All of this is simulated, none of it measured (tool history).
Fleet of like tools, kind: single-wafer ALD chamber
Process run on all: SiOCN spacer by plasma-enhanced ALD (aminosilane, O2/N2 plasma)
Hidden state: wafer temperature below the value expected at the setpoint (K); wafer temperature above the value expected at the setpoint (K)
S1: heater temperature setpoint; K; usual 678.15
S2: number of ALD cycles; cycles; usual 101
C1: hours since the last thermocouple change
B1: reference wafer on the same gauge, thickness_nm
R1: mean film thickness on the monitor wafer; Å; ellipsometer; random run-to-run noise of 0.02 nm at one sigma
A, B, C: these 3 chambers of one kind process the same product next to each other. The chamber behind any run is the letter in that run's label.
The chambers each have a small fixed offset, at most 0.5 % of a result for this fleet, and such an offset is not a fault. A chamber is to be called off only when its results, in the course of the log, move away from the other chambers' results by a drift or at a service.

run	hour	S1	S2	C1	B1	R1
1A	6.8	678.15	101	617.1	5.4329	59.992
2C	12.7	678.15	101	1002.6	5.4289	59.742
3B	17.7	678.15	101	605.2	5.4338	59.96
4A	21.8	678.15	101	632.1	5.4281	59.986
5C	29.3	678.15	101	1019.2	5.431	59.759
6B	36.5	678.15	101	624	5.4306	60.158
7C	41.3	678.15	101	1031.2	5.4317	59.818
8A	48.5	678.15	101	658.8	5.4298	60.07
9B	54.7	678.15	101	642.2	5.4289	60.515
10C	62.3	678.15	101	1052.2	5.4265	59.595
11B	66.3	678.15	101	653.8	5.4351	60.522
12A	72.7	678.15	101	683	5.4277	60.34
13B	79.4	678.15	101	666.9	5.4283	60.516
14C	85.3	678.15	101	1075.2	5.4299	59.541
15A	92.1	678.15	101	702.4	5.4241	60.005
16C	98.9	678.15	101	1088.8	5.4302	59.462
17B	106.4	678.15	93	693.9	5.4323	55.57
18A	110.7	678.15	93	721	5.4324	55.645
19C	116.2	678.15	93	1106.1	5.433	55.196
20B	122.2	678.15	101	709.7	5.4291	60.289
21A	127.8	678.15	101	738.1	5.4317	60.161
22C	133.1	678.15	101	1123	5.4344	60.002
23A	137.9	678.15	101	748.2	5.4318	60.295
24B	141.7	678.15	101	729.2	5.4298	60.187
25B	147.2	678.15	101	734.7	5.4285	60.102
26C	154.7	678.15	101	1144.6	5.4303	59.857
27A	159.2	678.15	101	769.5	5.4289	59.826
28B	164.2	678.15	101	751.7	5.4268	60.12
29A	170.8	667.15	113	781.1	5.4332	68.402
30C	174.7	667.15	113	1164.6	5.4331	68.111
31B	181.8	667.15	113	769.3	5.4291	68.252
32A	189	678.15	101	799.3	5.4336	60.029
33C	193.3	678.15	101	1183.2	5.425	59.791
34C	199.6	678.15	101	1189.5	5.4313	59.898
35A	205	678.15	101	815.3	5.429	59.814
36B	212.1	678.15	101	799.6	5.4334	60.731
37C	216.7	678.15	101	1206.6	5.425	60.215
38B	221.7	678.15	101	809.2	5.4272	59.965
39A	229.4	678.15	101	839.7	5.4327	60.203
40C	232.8	678.15	101	1222.7	5.4343	59.702
41B	237.2	678.15	101	824.7	5.4253	60.378
42A	242.7	678.15	101	853	5.4301	59.932
43C	249.3	678.15	101	1239.2	5.4314	60.082

For the next run the whole fleet of 3 chambers uses the same settings. Give each chamber's results:
44A	254.9	678.15	101			?
44B	254.9	678.15	101			?
44C	254.9	678.15	101			?

run	R1
44A	60.187
44B	60.091
44C	60.17
